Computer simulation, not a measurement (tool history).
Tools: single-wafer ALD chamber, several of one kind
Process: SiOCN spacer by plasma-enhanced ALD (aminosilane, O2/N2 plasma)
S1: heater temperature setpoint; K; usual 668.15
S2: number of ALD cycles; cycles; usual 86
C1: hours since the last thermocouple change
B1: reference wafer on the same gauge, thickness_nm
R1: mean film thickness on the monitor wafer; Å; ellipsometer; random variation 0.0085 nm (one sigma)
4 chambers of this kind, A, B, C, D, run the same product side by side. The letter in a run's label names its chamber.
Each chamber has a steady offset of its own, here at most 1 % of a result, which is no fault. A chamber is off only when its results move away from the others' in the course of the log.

| run | hour | S1 | S2 | C1 | B1 | R1 |
|---|---|---|---|---|---|---|
| 1A | 8.1 | 668.15 | 86 | 1400.4 | 6.1312 | 51.54 |
| 2B | 17.9 | 668.15 | 86 | 895 | 6.1339 | 52.205 |
| 3D | 27.7 | 668.15 | 86 | 583.5 | 6.1337 | 52.147 |
| 4C | 35.8 | 668.15 | 86 | 1262.2 | 6.1329 | 52.125 |
| 5C | 43.1 | 668.15 | 86 | 1269.5 | 6.1357 | 52.098 |
| 6D | 54.1 | 668.15 | 86 | 609.9 | 6.1361 | 52.283 |
| 7B | 59.6 | 668.15 | 86 | 936.7 | 6.1387 | 52.191 |
| 8A | 68.5 | 668.15 | 86 | 1460.8 | 6.1407 | 51.633 |
| 9C | 79 | 668.15 | 86 | 1305.4 | 6.1414 | 52.035 |
| 10D | 86.9 | 668.15 | 102 | 642.7 | 6.1434 | 62.016 |
| 11A | 97.4 | 668.15 | 102 | 1489.7 | 6.1442 | 61.352 |
| 12B | 108.8 | 668.15 | 102 | 985.9 | 6.146 | 61.912 |
| 13D | 115.3 | 668.15 | 102 | 671.1 | 6.143 | 62.11 |
| 14C | 124.6 | 678.15 | 76 | 1351 | 6.1459 | 45.015 |
| 15A | 129.8 | 678.15 | 76 | 1522.1 | 6.1494 | 45.033 |
| 16B | 137.8 | 678.15 | 76 | 1014.9 | 6.1491 | 44.791 |
| 17D | 144.5 | 678.15 | 76 | 700.3 | 6.1518 | 45.547 |
|  | 148.7 | chamber A: thermocouple changed; heater temperature recalibrated |
| 18C | 154 | 668.15 | 86 | 1380.4 | 6.1504 | 52.123 |
| 19A | 164 | 668.15 | 86 | 15.4 | 6.1551 | 51.758 |
| 20B | 172.7 | 677.15 | 75 | 1049.8 | 6.1557 | 44.466 |
| 21D | 180.4 | 677.15 | 75 | 736.2 | 6.1563 | 45.197 |
| 22A | 186.1 | 677.15 | 75 | 37.5 | 6.1554 | 44.583 |
| 23B | 197.1 | 677.15 | 75 | 1074.2 | 6.1608 | 44.382 |
| 24C | 202.4 | 668.15 | 86 | 1428.8 | 6.1571 | 52.099 |
| 25D | 210.6 | 668.15 | 86 | 766.4 | 6.1594 | 52.304 |
| 26C | 216.3 | 668.15 | 86 | 1442.7 | 6.1578 | 52.411 |
| 27A | 228.1 | 668.15 | 86 | 79.5 | 6.1605 | 51.877 |
| 28B | 236.9 | 668.15 | 86 | 1114 | 6.1609 | 52.338 |
| 29B | 246.2 | 668.15 | 86 | 1123.3 | 6.1641 | 52.305 |
| 30D | 252.6 | 675.15 | 96 | 808.4 | 6.1668 | 58.199 |
| 31A | 261 | 675.15 | 96 | 112.4 | 6.1643 | 57.699 |
| 32C | 266.8 | 675.15 | 96 | 1493.2 | 6.1637 | 57.64 |
| 33B | 275.8 | 675.15 | 96 | 1152.9 | 6.1698 | 57.324 |
| 34D | 287 | 668.15 | 72 | 842.8 | 6.1707 | 43.949 |

Is one chamber off against the others, does the gauge drift, or is nothing wrong? If a chamber is off, say which, and what the likeliest cause is.

The gauge drifts, so all chambers seem to drift together. No chamber is off.
Cause: gauge reads high (%) = 0.674.

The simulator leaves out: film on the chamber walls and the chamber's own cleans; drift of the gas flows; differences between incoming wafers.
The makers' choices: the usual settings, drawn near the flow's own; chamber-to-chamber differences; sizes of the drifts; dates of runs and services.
